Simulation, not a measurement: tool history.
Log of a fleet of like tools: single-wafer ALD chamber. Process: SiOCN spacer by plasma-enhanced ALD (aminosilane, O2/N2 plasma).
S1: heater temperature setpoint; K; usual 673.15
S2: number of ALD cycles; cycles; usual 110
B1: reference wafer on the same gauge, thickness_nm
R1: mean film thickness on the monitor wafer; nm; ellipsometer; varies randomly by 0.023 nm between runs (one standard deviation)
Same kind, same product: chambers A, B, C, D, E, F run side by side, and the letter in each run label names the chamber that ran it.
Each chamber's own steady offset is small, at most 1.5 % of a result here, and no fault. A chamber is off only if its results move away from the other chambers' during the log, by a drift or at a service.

Run 1E, hour 9.8: usual settings; B1 7.2544. Result: R1 6.7041 nm.
Run 2A, hour 21.3: usual settings; B1 7.2516. Result: R1 6.5726 nm.
Run 3B, hour 30.2: usual settings; B1 7.2394. Result: R1 6.6825 nm.
Run 4D, hour 36.2: usual settings; B1 7.2458. Result: R1 6.6338 nm.
Run 5C, hour 41.8: usual settings; B1 7.2461. Result: R1 6.5971 nm.
Run 6F, hour 52.0: usual settings but S1 665.15 K, S2 123 cycles; B1 7.2508. Result: R1 7.3713 nm.
Run 7C, hour 59.8: usual settings but S1 665.15 K, S2 123 cycles; B1 7.2550. Result: R1 7.3945 nm.
Run 8F, hour 65.4: usual settings but S1 665.15 K, S2 123 cycles; B1 7.2519. Result: R1 7.4212 nm.
Run 9D, hour 76.0: usual settings but S1 665.15 K, S2 123 cycles; B1 7.2541. Result: R1 7.4424 nm.
Run 10A, hour 87.7: usual settings but S1 665.15 K, S2 123 cycles; B1 7.2536. Result: R1 7.3125 nm.
Run 11B, hour 95.8: usual settings but S1 665.15 K, S2 123 cycles; B1 7.2447. Result: R1 7.5055 nm.
Run 12E, hour 103.0: usual settings; B1 7.2528. Result: R1 6.6689 nm.
Run 13C, hour 111.0: usual settings; B1 7.2541. Result: R1 6.6285 nm.
Run 14F, hour 122.8: usual settings; B1 7.2450. Result: R1 6.6284 nm.
Run 15E, hour 132.3: usual settings; B1 7.2514. Result: R1 6.6911 nm.
Run 16D, hour 140.8: usual settings; B1 7.2510. Result: R1 6.6300 nm.
Run 17A, hour 151.4: usual settings; B1 7.2537. Result: R1 6.5836 nm.
Run 18B, hour 160.6: usual settings; B1 7.2551. Result: R1 6.7060 nm.
Run 19F, hour 168.1: usual settings; B1 7.2539. Result: R1 6.6672 nm.
Run 20B, hour 177.6: usual settings but S2 126 cycles; B1 7.2520. Result: R1 7.6526 nm.
Run 21A, hour 185.6: usual settings but S2 126 cycles; B1 7.2413. Result: R1 7.5003 nm.
Run 22E, hour 194.7: usual settings but S2 126 cycles; B1 7.2531. Result: R1 7.6775 nm.
Run 23C, hour 203.8: usual settings but S2 126 cycles; B1 7.2470. Result: R1 7.5653 nm.
Run 24D, hour 209.7: usual settings but S2 126 cycles; B1 7.2488. Result: R1 7.6169 nm.
Run 25D, hour 218.3: usual settings but S2 126 cycles; B1 7.2467. Result: R1 7.5903 nm.
Run 26C, hour 225.9: usual settings; B1 7.2518. Result: R1 6.5894 nm.
Run 27E, hour 238.1: usual settings; B1 7.2523. Result: R1 6.7226 nm.
Run 28F, hour 244.3: usual settings; B1 7.2492. Result: R1 6.6213 nm.
Run 29B, hour 250.9: usual settings but S1 661.15 K, S2 97 cycles; B1 7.2485. Result: R1 5.8971 nm.
Run 30A, hour 258.2: usual settings but S1 661.15 K, S2 97 cycles; B1 7.2479. Result: R1 5.7628 nm.
Run 31C, hour 271.0: usual settings but S1 661.15 K, S2 97 cycles; B1 7.2523. Result: R1 5.8219 nm.
Run 32F, hour 283.3: usual settings but S1 661.15 K, S2 97 cycles; B1 7.2538. Result: R1 5.8113 nm.
Run 33E, hour 290.7: usual settings but S1 661.15 K, S2 97 cycles; B1 7.2488. Result: R1 5.9490 nm.
Run 34A, hour 297.1: usual settings but S1 661.15 K, S2 97 cycles; B1 7.2544. Result: R1 5.7895 nm.
Run 35B, hour 305.0: usual settings; B1 7.2484. Result: R1 6.7226 nm.
Run 36D, hour 310.7: usual settings but S1 664.15 K, S2 130 cycles; B1 7.2524. Result: R1 7.8875 nm.
Run 37B, hour 317.2: usual settings but S1 664.15 K, S2 130 cycles; B1 7.2570. Result: R1 7.8528 nm.
Run 38F, hour 329.8: usual settings but S1 664.15 K, S2 130 cycles; B1 7.2450. Result: R1 7.7365 nm.

Next, all 6 chambers run the settings below, one line each with question marks for the results. What does each chamber give?
Run 39A, hour 338.9: usual settings. Result: R1 ?.
Run 39B, hour 338.9: usual settings. Result: R1 ?.
Run 39C, hour 338.9: usual settings. Result: R1 ?.
Run 39D, hour 338.9: usual settings. Result: R1 ?.
Run 39E, hour 338.9: usual settings. Result: R1 ?.
Run 39F, hour 338.9: usual settings. Result: R1 ?.

run      R1
39A  6.5798
39B  6.6958
39C  6.5957
39D  6.6724
39E  6.6892
39F  6.6056
